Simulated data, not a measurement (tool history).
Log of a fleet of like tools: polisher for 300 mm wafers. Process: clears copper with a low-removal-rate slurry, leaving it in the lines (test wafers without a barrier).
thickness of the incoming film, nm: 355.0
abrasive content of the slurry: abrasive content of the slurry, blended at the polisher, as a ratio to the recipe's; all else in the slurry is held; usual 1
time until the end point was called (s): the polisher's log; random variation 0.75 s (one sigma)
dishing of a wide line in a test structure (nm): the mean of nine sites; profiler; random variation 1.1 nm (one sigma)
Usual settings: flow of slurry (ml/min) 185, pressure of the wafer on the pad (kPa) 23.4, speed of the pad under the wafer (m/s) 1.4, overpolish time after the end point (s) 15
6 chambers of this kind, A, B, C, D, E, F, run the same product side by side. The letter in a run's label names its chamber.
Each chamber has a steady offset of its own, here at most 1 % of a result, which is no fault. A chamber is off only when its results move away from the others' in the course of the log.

run,hour,flow of slurry (ml/min),pressure of the wafer on the pad (kPa),speed of the pad under the wafer (m/s),abrasive content of the slurry,overpolish time after the end point (s),wafers polished on this pad,hours since the slurry nozzle was cleaned,hours since the head pressure was calibrated,hours since the slurry blender was calibrated,time until the end point was called (s),dishing of a wide line in a test structure (nm)
# hour 0.2: chamber B: slurry blender recalibrated
1C,7,185,23.4,1.4,1,15,671,92.6,71.1,151.5,62.399,59.026
2D,14.2,185,23.4,1.4,1,15,730,41.4,230.9,271.7,62.695,57.387
3A,18.2,185,23.4,1.4,1,15,1285,225.2,280.6,122.8,62.557,56.776
# hour 21.8: chamber B: slurry nozzle cleaned
4B,24.1,185,23.4,1.4,1,15,308,2.3,425,24,61.594,55.246
# hour 24.9: chamber A: worn pad replaced by a new one
# hour 26.4: chamber A: slurry blender recalibrated
5E,30.2,185,23.4,1.4,1,15,968,285.8,941.8,218.5,63.016,56.134
# hour 30.5: chamber E: slurry nozzle cleaned
# hour 33.3: chamber B: head pressure recalibrated
6F,35.3,185,23.4,1.4,1,15,766,70.8,775.9,117,62.954,55.498
7B,39.8,185,23.4,1.4,1,15,437,18,6.5,39.7,60.678,56.518
# hour 44.7: chamber C: slurry blender recalibrated
8E,46.4,185,23.4,1.4,1,15,1101,15.9,958,234.7,63.281,59.014
# hour 51.9: chamber A: slurry nozzle cleaned
9F,53.1,185,23.4,1.4,1,15,912,88.6,793.7,134.8,64.575,58.825
# hour 56.8: chamber C: worn pad replaced by a new one
10D,58.7,185,31,1.4,1.25,15,1096,85.9,275.4,316.2,45.008,75.072
# hour 58.8: chamber F: worn pad replaced by a new one
# hour 62.1: chamber E: worn pad replaced by a new one
11A,66.9,185,31,1.4,1.25,15,345,15.1,329.3,40.5,45.326,74.805
12C,71.6,185,31,1.4,1.25,15,121,157.2,135.7,27,44.425,76.27
# hour 71.8: chamber D: worn pad replaced by a new one
13A,75.3,185,31,1.4,1.25,15,414,23.5,337.7,48.9,44.091,77.675
14C,81.9,185,31,1.4,1.25,15,206,167.5,146,37.3,44.476,74.984
15E,85.8,185,31,1.4,1.25,15,195,55.3,997.4,274.1,45.222,78.474
16D,92.8,185,23.4,1.4,1,15,172,120,309.5,350.3,62.377,57.386
17F,96.5,185,23.4,1.4,1,15,310,132,837.1,178.2,61.861,58.017
18B,100,185,23.4,1.4,1,15,932,78.2,66.7,99.9,62.877,57.412
19D,105,185,23.4,1.1,1,15,273,132.2,321.7,362.5,80.231,47.358
# hour 106.1: chamber B: worn pad replaced by a new one
20C,111.4,185,23.4,1.1,1,15,448,197,175.5,66.8,80.193,47.172
21E,116.1,185,23.4,1.1,1,15,444,85.6,1027.7,304.4,79.545,46.757
22A,120.5,185,23.4,1.1,1,15,785,68.7,382.9,94.1,79.972,46.515
23B,124.7,185,23.4,1.1,1,15,153,102.9,91.4,124.6,80.082,46.844
24F,128.4,185,23.4,1.1,1,15,572,163.9,869,210.1,81.22,45.365
25F,134.6,185,23.4,1.4,1,15,623,170.1,875.2,216.3,62.464,58.867
# hour 136.4: chamber F: slurry blender recalibrated
26E,139.4,185,23.4,1.4,1,15,635,108.9,1051,327.7,63.489,58.561
# hour 140.9: chamber B: slurry blender recalibrated
27D,144.2,185,23.4,1.4,1,15,595,171.4,360.9,401.7,63.434,56.61
28B,148.4,185,23.4,1.16,1,15,348,126.6,115.1,7.5,75.47,49.946
29A,155.8,185,23.4,1.16,1,15,1076,104,418.2,129.4,74.608,48.908
# hour 157.8: chamber A: slurry blender recalibrated
# hour 158.9: chamber C: worn pad replaced by a new one
30C,162.5,185,23.4,1.16,1,15,29,248.1,226.6,117.9,75.226,49.311
31A,170.1,185,23.4,1.16,1,15,1193,118.3,432.5,12.3,74.602,47.789
# hour 170.8: chamber F: worn pad replaced by a new one
32D,176,185,23.4,1.16,1,15,856,203.2,392.7,433.5,75.884,47.685
33E,182.9,185,23.4,1.16,1,15,993,152.4,1094.5,371.2,75.678,49.545
34C,188.8,185,23.4,1.4,1,15,245,274.4,252.9,144.2,62.019,58.421
35F,195.2,185,23.4,1.4,1,15,201,230.7,935.8,58.9,61.692,55.938
# hour 196.7: chamber D: worn pad replaced by a new one
36B,199.1,185,23.4,1.4,1,15,764,177.3,165.8,58.2,61.025,58.223
37D,202.8,185,23.4,1.4,1,15,50,230,419.5,460.3,63.587,57.149
38A,210.9,185,23.4,1.4,1,15,1528,159.1,473.3,53.1,60.874,57.585
39F,219.1,185,23.4,1.4,1,15,397,254.6,959.7,82.8,63.722,57.214

Next, every chamber runs the same settings. What will each give?
40A,225,185,23.4,1.4,1,8,,,,,?,?
40B,225,185,23.4,1.4,1,8,,,,,?,?
40C,225,185,23.4,1.4,1,8,,,,,?,?
40D,225,185,23.4,1.4,1,8,,,,,?,?
40E,225,185,23.4,1.4,1,8,,,,,?,?
40F,225,185,23.4,1.4,1,8,,,,,?,?

run,time until the end point was called (s),dishing of a wide line in a test structure (nm)
40A,62.711,32.711
40B,61.827,32.801
40C,61.998,32.575
40D,62.084,33.296
40E,62.395,33.148
40F,62.373,32.991

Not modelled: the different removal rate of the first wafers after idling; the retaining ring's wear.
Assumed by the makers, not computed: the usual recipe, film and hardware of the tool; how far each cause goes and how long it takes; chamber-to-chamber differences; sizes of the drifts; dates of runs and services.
